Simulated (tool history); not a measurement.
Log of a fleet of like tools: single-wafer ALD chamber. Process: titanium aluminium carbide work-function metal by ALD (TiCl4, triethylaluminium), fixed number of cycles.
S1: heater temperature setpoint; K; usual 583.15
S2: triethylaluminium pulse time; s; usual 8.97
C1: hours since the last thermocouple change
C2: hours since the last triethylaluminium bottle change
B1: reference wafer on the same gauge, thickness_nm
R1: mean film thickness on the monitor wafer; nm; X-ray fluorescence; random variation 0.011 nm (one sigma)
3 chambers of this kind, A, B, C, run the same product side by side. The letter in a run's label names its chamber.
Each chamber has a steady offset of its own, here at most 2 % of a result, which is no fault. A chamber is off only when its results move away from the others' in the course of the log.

Run 1A, hour 3.8: usual settings; C1 1677.5; C2 713.4; B1 2.2394. Result: R1 2.0984 nm.
Run 2B, hour 8.0: usual settings; C1 1526.9; C2 512.2; B1 2.2435. Result: R1 2.0597 nm.
Run 3C, hour 11.9: usual settings; C1 104.8; C2 96.3; B1 2.2381. Result: R1 2.0482 nm.
Run 4B, hour 14.6: usual settings; C1 1533.5; C2 518.8; B1 2.2412. Result: R1 2.0611 nm.
Run 5A, hour 17.5: usual settings; C1 1691.2; C2 727.1; B1 2.2426. Result: R1 2.0849 nm.
Run 6C, hour 20.7: usual settings but S1 590.15 K; C1 113.6; C2 105.1; B1 2.2396. Result: R1 2.0873 nm.
Run 7A, hour 25.3: usual settings but S1 590.15 K; C1 1699.0; C2 734.9; B1 2.2424. Result: R1 2.1470 nm.
Run 8C, hour 27.9: usual settings but S1 590.15 K; C1 120.8; C2 112.3; B1 2.2448. Result: R1 2.1034 nm.
Run 9B, hour 32.8: usual settings; C1 1551.7; C2 537.0; B1 2.2391. Result: R1 2.0756 nm.
Run 10A, hour 37.5: usual settings; C1 1711.2; C2 747.1; B1 2.2404. Result: R1 2.0853 nm.
Run 11B, hour 40.9: usual settings; C1 1559.8; C2 545.1; B1 2.2394. Result: R1 2.0822 nm.
Run 12C, hour 45.9: usual settings; C1 138.8; C2 130.3; B1 2.2427. Result: R1 2.0264 nm.
Run 13A, hour 49.2: usual settings but S2 12.45 s; C1 1722.9; C2 758.8; B1 2.2408. Result: R1 2.1457 nm.
Run 14C, hour 52.0: usual settings but S2 12.45 s; C1 144.9; C2 136.4; B1 2.2387. Result: R1 2.1116 nm.
Run 15B, hour 55.4: usual settings but S2 12.45 s; C1 1574.3; C2 559.6; B1 2.2392. Result: R1 2.1303 nm.
Run 16C, hour 57.9: usual settings but S1 574.15 K, S2 7.89 s; C1 150.8; C2 142.3; B1 2.2405. Result: R1 1.9248 nm.
Run 17B, hour 61.7: usual settings but S1 574.15 K, S2 7.89 s; C1 1580.6; C2 565.9; B1 2.2391. Result: R1 1.9275 nm.
Run 18A, hour 65.4: usual settings but S1 574.15 K, S2 7.89 s; C1 1739.1; C2 775.0; B1 2.2399. Result: R1 1.9690 nm.
Run 19C, hour 68.6: usual settings; C1 161.5; C2 153.0; B1 2.2399. Result: R1 2.0499 nm.
Run 20B, hour 73.5: usual settings; C1 1592.4; C2 577.7; B1 2.2392. Result: R1 2.0007 nm.
Run 21A, hour 76.8: usual settings; C1 1750.5; C2 786.4; B1 2.2408. Result: R1 2.0905 nm.
Run 22B, hour 79.9: usual settings; C1 1598.8; C2 584.1; B1 2.2377. Result: R1 2.0042 nm.
Run 23A, hour 83.3: usual settings; C1 1757.0; C2 792.9; B1 2.2415. Result: R1 2.0902 nm.
Run 24C, hour 86.6: usual settings; C1 179.5; C2 171.0; B1 2.2401. Result: R1 2.0350 nm.
Run 25B, hour 89.1: usual settings; C1 1608.0; C2 593.3; B1 2.2428. Result: R1 1.9831 nm.
Run 26A, hour 94.0: usual settings; C1 1767.7; C2 803.6; B1 2.2403. Result: R1 2.1039 nm.
Run 27C, hour 97.5: usual settings; C1 190.4; C2 181.9; B1 2.2423. Result: R1 2.0238 nm.

Next, every chamber runs the same settings. What will each give?
Run 28A, hour 101.4: usual settings. Result: R1 ?.
Run 28B, hour 101.4: usual settings. Result: R1 ?.
Run 28C, hour 101.4: usual settings. Result: R1 ?.

run      R1
28A  2.0734
28B  1.9430
28C  2.0392
